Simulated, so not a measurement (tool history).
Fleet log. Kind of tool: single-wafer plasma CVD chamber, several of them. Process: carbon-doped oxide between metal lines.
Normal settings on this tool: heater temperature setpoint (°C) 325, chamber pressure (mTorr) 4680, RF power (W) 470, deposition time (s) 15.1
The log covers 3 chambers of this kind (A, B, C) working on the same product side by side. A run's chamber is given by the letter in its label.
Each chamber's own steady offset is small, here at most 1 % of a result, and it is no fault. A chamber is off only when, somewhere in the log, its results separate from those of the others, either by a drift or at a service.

run,hour,heater temperature setpoint (°C),chamber pressure (mTorr),RF power (W),deposition time (s),"read-back reference wafer on the same gauge, thickness_nm",mean film thickness on the monitor wafer (nm)
1A,10.4,325,4680,470,15.1,71.709,80.627
# hour 12: chamber A: RF generator calibrated
2C,19.5,325,4680,470,15.1,71.719,79.931
# hour 20.1: chamber B: thermocouple changed; heater temperature recalibrated
3B,27.8,325,4680,470,15.1,71.709,81.386
4C,39.6,325,4680,470,15.1,71.696,79.741
5A,48.5,325,4680,470,15.1,71.672,81.296
6B,63.4,325,4680,470,15.1,71.698,80.887
7A,75.5,325,4680,470,15.1,71.715,80.838
8C,83.3,325,4680,470,15.1,71.698,80.077
9B,94.5,325,4680,470,15.1,71.706,81.492
10C,106.1,325,4680,470,15.1,71.717,80.196
11B,117.7,325,4680,470,15.1,71.724,81.311
12A,131.7,325,4680,470,15.1,71.696,81.058
13B,138.9,325,4300,470,15.1,71.702,80.212
14A,152,325,4300,470,15.1,71.691,79.722
15C,167.1,325,4300,470,15.1,71.685,79.113
16C,179.9,325,4680,470,15.1,71.697,79.541
17A,194.7,331,5270,470,15.1,71.688,80.689
18B,208,331,5270,470,15.1,71.708,80.217
19C,216.2,331,5270,470,15.1,71.71,79.694
20B,229.1,325,4680,470,15.1,71.719,80.105
21A,240.3,340,3690,470,15.1,71.703,74.403
22C,247.6,340,3690,470,15.1,71.691,73.684
23A,254.6,340,3690,470,15.1,71.679,74.458
24B,268.1,331,4680,470,16.2,71.712,83.776
25B,282.9,331,4680,470,16.2,71.679,83.577
26A,291.7,331,4680,470,16.2,71.705,84.645
27C,299.8,325,4680,470,15.1,71.73,80.046
28B,312.8,325,4680,470,15.1,71.672,79.112
29A,328.4,325,4680,470,15.1,71.708,80.635

Does one chamber stand apart from the rest, does the shared gauge drift, or is all well apart from small per-chamber offsets? Give the chamber and the most likely cause, where there is one.

One chamber, B, drifts off from the rest bit by bit.
Most likely cause: delivered RF power below the setpoint (%) = 4.1.

Which of the 4 candidates below, each the usual settings with something changed and its results left as question marks, puts chamber B back in line with what the other chambers give on the usual settings?
In line means no further than this from the other chambers' mean on the usual settings: mean film thickness on the monitor wafer (nm) 0.64
30B-1,339.6,325,4680,470,15,,?
30B-2,339.6,325,4660,470,14.8,,?
30B-3,339.6,325,4690,475,15.3,,?
30B-4,339.6,325,4690,475,15.1,,?

What the other chambers average on the usual settings: mean film thickness on the monitor wafer (nm) 80.441
run,mean film thickness on the monitor wafer (nm)
30B-1,78.241
30B-2,77.169
30B-3,80.438
30B-4,79.405
With 30B-3, the chamber falls back in line with the rest.
